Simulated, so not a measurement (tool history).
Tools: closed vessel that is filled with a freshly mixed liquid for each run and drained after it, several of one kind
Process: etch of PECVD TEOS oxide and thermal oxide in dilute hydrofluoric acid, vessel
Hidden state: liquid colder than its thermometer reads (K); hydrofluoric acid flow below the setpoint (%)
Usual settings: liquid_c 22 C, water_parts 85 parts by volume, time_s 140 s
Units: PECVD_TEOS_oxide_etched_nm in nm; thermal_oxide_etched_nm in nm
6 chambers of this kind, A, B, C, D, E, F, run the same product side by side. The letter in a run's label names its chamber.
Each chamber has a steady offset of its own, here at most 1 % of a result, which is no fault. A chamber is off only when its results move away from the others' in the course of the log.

run   hour  liquid_c  water_parts  time_s  hours since the thermometer was replaced  hours since the hydrofluoric acid flow meter was replaced  read-back film thickness of the PECVD TEOS oxide reference wafer, read on the same gauge (nm)  read-back film thickness of the thermal oxide reference wafer, read on the same gauge (nm)  PECVD_TEOS_oxide_etched_nm  thermal_oxide_etched_nm
       1.4  -- chamber F: thermometer replaced
 1D    9.2        22           85     140                                     378.4                                                      182.9                                                                                         140.03                                                                                      99.975                      24.014                   7.2693
 2C   18.1        22           85     140                                      1409                                                     1778.9                                                                                         140.04                                                                                      100.03                      24.034                   7.3524
 3E   26.1        22           85     140                                    2119.5                                                      728.1                                                                                         139.99                                                                                      99.984                      24.178                   7.5411
 4B   32.7        22           85     140                                     846.9                                                     1197.9                                                                                         140.02                                                                                      100.01                      24.162                   7.3334
 5A   39.7        22           85     140                                     806.8                                                       1368                                                                                            140                                                                                      99.979                      24.284                   7.4634
 6F   53.7        22           85     140                                      52.4                                                      761.1                                                                                         140.04                                                                                      100.02                      23.643                    7.394
 7A   64.3        22           85     140                                     831.4                                                     1392.6                                                                                         140.01                                                                                      99.954                      24.281                    7.404
 8D   72.3        22           85     140                                     441.5                                                        246                                                                                         140.01                                                                                      99.996                      23.861                   7.3881
 9E   82.8        20           85     205                                    2176.2                                                      784.8                                                                                         139.98                                                                                      100.01                      32.323                   10.026
10B     92        20           85     205                                     906.2                                                     1257.2                                                                                            140                                                                                      100.02                      32.699                   9.7135
11F   99.9        20           85     205                                      98.6                                                      807.3                                                                                         139.99                                                                                      100.05                      31.977                   9.8275
12C  110.9        20           85     205                                    1501.8                                                     1871.7                                                                                         139.98                                                                                      99.976                      32.238                   9.9687
13F  123.5        20           85     205                                     122.2                                                      830.9                                                                                         140.05                                                                                      100.03                      32.062                   9.9181
14C  136.4        20           85     205                                    1527.3                                                     1897.2                                                                                         139.99                                                                                      99.967                      32.398                   10.034
15A  146.6        22           85     140                                     913.7                                                     1474.9                                                                                         140.02                                                                                      100.04                       24.22                   7.3794
16D    159        26          125     140                                     528.2                                                      332.7                                                                                         139.99                                                                                      99.995                      18.114                   5.7364
17B  166.6        26          125     140                                     980.8                                                     1331.8                                                                                         139.98                                                                                      100.01                       18.28                    5.527
18E  180.6        26          125     140                                      2274                                                      882.6                                                                                            140                                                                                      99.989                      18.201                   5.6179
19E  194.2        26          125     140                                    2287.6                                                      896.2                                                                                         139.97                                                                                      100.05                      18.291                      5.6
20B  203.8        26          125     140                                      1018                                                       1369                                                                                         140.03                                                                                      99.982                      18.263                   5.5915
21C  217.2        26          125     140                                    1608.1                                                       1978                                                                                         139.99                                                                                      99.999                       18.02                    5.656
22A  224.2      24.5           85     140                                     991.3                                                     1552.5                                                                                         139.99                                                                                         100                       26.49                   8.1895
23D  230.7      24.5           85     140                                     599.9                                                      404.4                                                                                         140.02                                                                                      99.997                      26.322                    8.189
24F  240.9      24.5           85     140                                     239.6                                                      948.3                                                                                         139.99                                                                                      100.01                      26.598                   8.1869
25A  250.9      24.5           85     140                                      1018                                                     1579.2                                                                                         139.99                                                                                      99.993                      26.788                   8.0763
26E  265.2      24.5           85     140                                    2358.6                                                      967.2                                                                                         139.98                                                                                       99.96                      26.635                   8.2486
27C  277.2      24.5           85     140                                    1668.1                                                       2038                                                                                            140                                                                                         100                      26.488                   8.2703
28F  288.7        22           85     140                                     287.4                                                      996.1                                                                                         139.97                                                                                       99.97                      23.853                   7.4135
29B  298.9      19.5           85     140                                    1113.1                                                     1464.1                                                                                         139.98                                                                                      100.01                      21.637                   6.6108
30D  307.3      19.5           85     140                                     676.5                                                        481                                                                                         140.01                                                                                      100.01                      21.487                   6.7219
31C  319.5      19.5           85     140                                    1710.4                                                     2080.3                                                                                         139.96                                                                                       99.98                      21.667                   6.6745
32B    331      19.5           85     140                                    1145.2                                                     1496.2                                                                                         139.97                                                                                      99.951                      21.811                   6.6878
33A  345.2      19.5           85     140                                    1112.3                                                     1673.5                                                                                         139.97                                                                                      99.943                      21.932                   6.5864
34E  354.9      19.5           85     140                                    2448.3                                                     1056.9                                                                                         140.01                                                                                      100.01                      21.551                   6.6689
35D  368.2        22           50     105                                     737.4                                                      541.9                                                                                         140.01                                                                                      100.05                      31.599                   9.7487
36F  380.5        22           50     105                                     379.2                                                     1087.9                                                                                            140                                                                                      100.01                      31.849                   9.9772
37A  387.1        22           50     105                                    1154.2                                                     1715.4                                                                                         139.99                                                                                         100                      32.581                    10.08
38E  398.1        22           50     105                                    2491.5                                                     1100.1                                                                                         139.99                                                                                      99.956                      31.892                   9.9031
39C  407.5        22           50     105                                    1798.4                                                     2168.3                                                                                         139.99                                                                                      100.02                      32.059                   9.9734
40D  416.9        22           50     105                                     786.1                                                      590.6                                                                                         139.98                                                                                      100.02                       31.65                   9.7583

What goes on in this fleet: one chamber off, a drifting gauge, or nothing beyond the chambers' own small offsets? Name the chamber and the cause, if any.

No chamber stands off beyond its own small offset, and the gauge holds steady.

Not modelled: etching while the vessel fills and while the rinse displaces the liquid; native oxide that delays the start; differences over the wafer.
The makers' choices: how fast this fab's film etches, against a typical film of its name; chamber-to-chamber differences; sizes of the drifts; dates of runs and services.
